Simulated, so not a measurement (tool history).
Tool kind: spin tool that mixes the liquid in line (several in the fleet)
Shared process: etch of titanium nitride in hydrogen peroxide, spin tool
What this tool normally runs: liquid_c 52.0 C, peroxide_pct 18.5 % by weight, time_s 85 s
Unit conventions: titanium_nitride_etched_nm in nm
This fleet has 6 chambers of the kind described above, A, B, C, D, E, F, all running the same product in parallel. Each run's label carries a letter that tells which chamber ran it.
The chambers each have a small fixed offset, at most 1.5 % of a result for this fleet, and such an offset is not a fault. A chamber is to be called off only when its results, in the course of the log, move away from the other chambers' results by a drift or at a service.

run	hour	liquid_c	peroxide_pct	time_s	hours since the thermometer was replaced	hours since the peroxide flow meter was replaced	hours since the heated supply line was repaired	hours since the drum of peroxide was connected	read-back film thickness of the titanium nitride reference wafer, read on the same gauge (nm)	titanium_nitride_etched_nm
# hour 3.4: chamber D: thermometer replaced
1F	7.9	52.0	18.5	85	870.2	76.4	1241.5	50.3	109.97	4.4711
2A	17.9	52.0	18.5	85	3071.5	776.9	2813.6	1068.8	110.04	4.4162
# hour 23.1: chamber C: new drum of peroxide connected
3C	24.1	52.0	18.5	85	568.5	599.2	483.4	1.1	109.99	4.3997
# hour 25.6: chamber E: heated supply line repaired
4D	33.3	52.0	18.5	85	30.0	595.8	687.9	353.8	110.00	4.4270
5B	39.0	52.0	18.5	85	52.0	1134.9	228.9	399.2	110.00	4.3703
6E	46.1	52.0	18.5	85	107.7	357.9	20.5	300.9	109.97	4.3804
7F	52.9	52.0	18.5	50	915.2	121.4	1286.5	95.3	110.00	2.6352
# hour 55.8: chamber D: peroxide flow meter replaced
8A	60.4	52.0	18.5	50	3114.0	819.4	2856.1	1111.3	110.00	2.6464
9E	66.0	52.0	18.5	50	127.6	377.8	40.4	320.8	110.03	2.5911
# hour 71.3: chamber A: thermometer replaced
10B	73.5	52.0	18.5	50	86.5	1169.4	263.4	433.7	110.00	2.5549
11D	79.9	52.0	18.5	50	76.6	24.1	734.5	400.4	110.00	2.6167
12C	90.4	52.0	18.5	50	634.8	665.5	549.7	67.4	110.01	2.5728
# hour 92.2: chamber F: thermometer replaced
13B	96.1	43.5	18.5	85	109.1	1192.0	286.0	456.3	109.96	2.3184
14A	106.3	43.5	18.5	85	35.1	865.3	2902.0	1157.2	109.97	2.3664
15D	114.8	43.5	18.5	85	111.5	59.0	769.4	435.3	110.03	2.3750
16C	120.3	43.5	18.5	85	664.7	695.4	579.6	97.3	110.01	2.3832
17E	128.3	43.5	18.5	85	189.9	440.1	102.7	383.1	110.01	2.3358
# hour 131.4: chamber A: new drum of peroxide connected
# hour 134.8: chamber E: new drum of peroxide connected
18F	135.0	43.5	18.5	85	42.9	203.5	1368.6	177.4	110.02	2.3632
19E	144.5	52.0	18.5	85	206.1	456.3	118.9	9.7	109.97	4.3533
20B	153.8	52.0	18.5	85	166.8	1249.7	343.7	514.0	109.94	4.3016
21A	164.6	52.0	18.5	85	93.4	923.6	2960.3	33.2	109.99	4.4577
22C	169.7	52.0	18.5	85	714.1	744.8	629.0	146.7	109.98	4.3809
23F	179.8	52.0	18.5	85	87.7	248.3	1413.4	222.2	110.05	4.4409
24D	188.6	52.0	18.5	85	185.3	132.8	843.2	509.1	110.00	4.4690
25B	196.0	52.0	18.5	85	209.0	1291.9	385.9	556.2	109.96	4.3248
26D	201.1	52.0	18.5	85	197.8	145.3	855.7	521.6	109.98	4.4684
27C	206.7	52.0	18.5	85	751.1	781.8	666.0	183.7	109.97	4.4072
28F	216.3	52.0	18.5	85	124.2	284.8	1449.9	258.7	110.01	4.4975
29E	223.0	52.0	18.5	85	284.6	534.8	197.4	88.2	110.03	4.4209
30A	227.9	52.0	18.5	85	156.7	986.9	3023.6	96.5	110.05	4.4387
31A	236.1	52.0	18.5	85	164.9	995.1	3031.8	104.7	110.00	4.4269
32B	242.9	52.0	18.5	85	255.9	1338.8	432.8	603.1	109.99	4.3090
33F	250.8	52.0	18.5	85	158.7	319.3	1484.4	293.2	110.03	4.4761
34D	259.2	52.0	18.5	85	255.9	203.4	913.8	579.7	110.02	4.4615
35C	264.6	44.0	13.0	85	809.0	839.7	723.9	241.6	110.01	2.2915
36E	271.9	44.0	13.0	85	333.5	583.7	246.3	137.1	109.99	2.2521

Decide between three cases: one chamber stands off from its peers, the gauge reading all wafers drifts, or nothing is wrong past each chamber's small offset. Where a chamber is off, say which and what most likely put it there.

It is chamber B that slowly wanders off from its peers.
Cause: temperature lost on the way to the wafer (K) = 0.451.
The log might look much the same if the cause were instead: liquid colder than its thermometer reads (K); peroxide flow below the setpoint (%).

Which of the 4 candidates below, each the usual settings with something changed and its results left as question marks, puts chamber B back in line with what the other chambers give on the usual settings?
To be in line, a result may differ from the other chambers' mean on the usual settings by at most: titanium_nitride_etched_nm 0.0830 nm
37B-1	279.7	51.0	18.5	85						?
37B-2	279.7	52.0	26.0	85						?
37B-3	279.7	52.5	18.5	85						?
37B-4	279.7	51.5	18.5	85						?

Usual-settings mean across the other chambers: titanium_nitride_etched_nm 4.4340 nm
run	titanium_nitride_etched_nm
37B-1	3.9527
37B-2	4.5752
37B-3	4.4012
37B-4	4.0973
The answer is 37B-3, which returns the chamber to within the allowed miss of the others.

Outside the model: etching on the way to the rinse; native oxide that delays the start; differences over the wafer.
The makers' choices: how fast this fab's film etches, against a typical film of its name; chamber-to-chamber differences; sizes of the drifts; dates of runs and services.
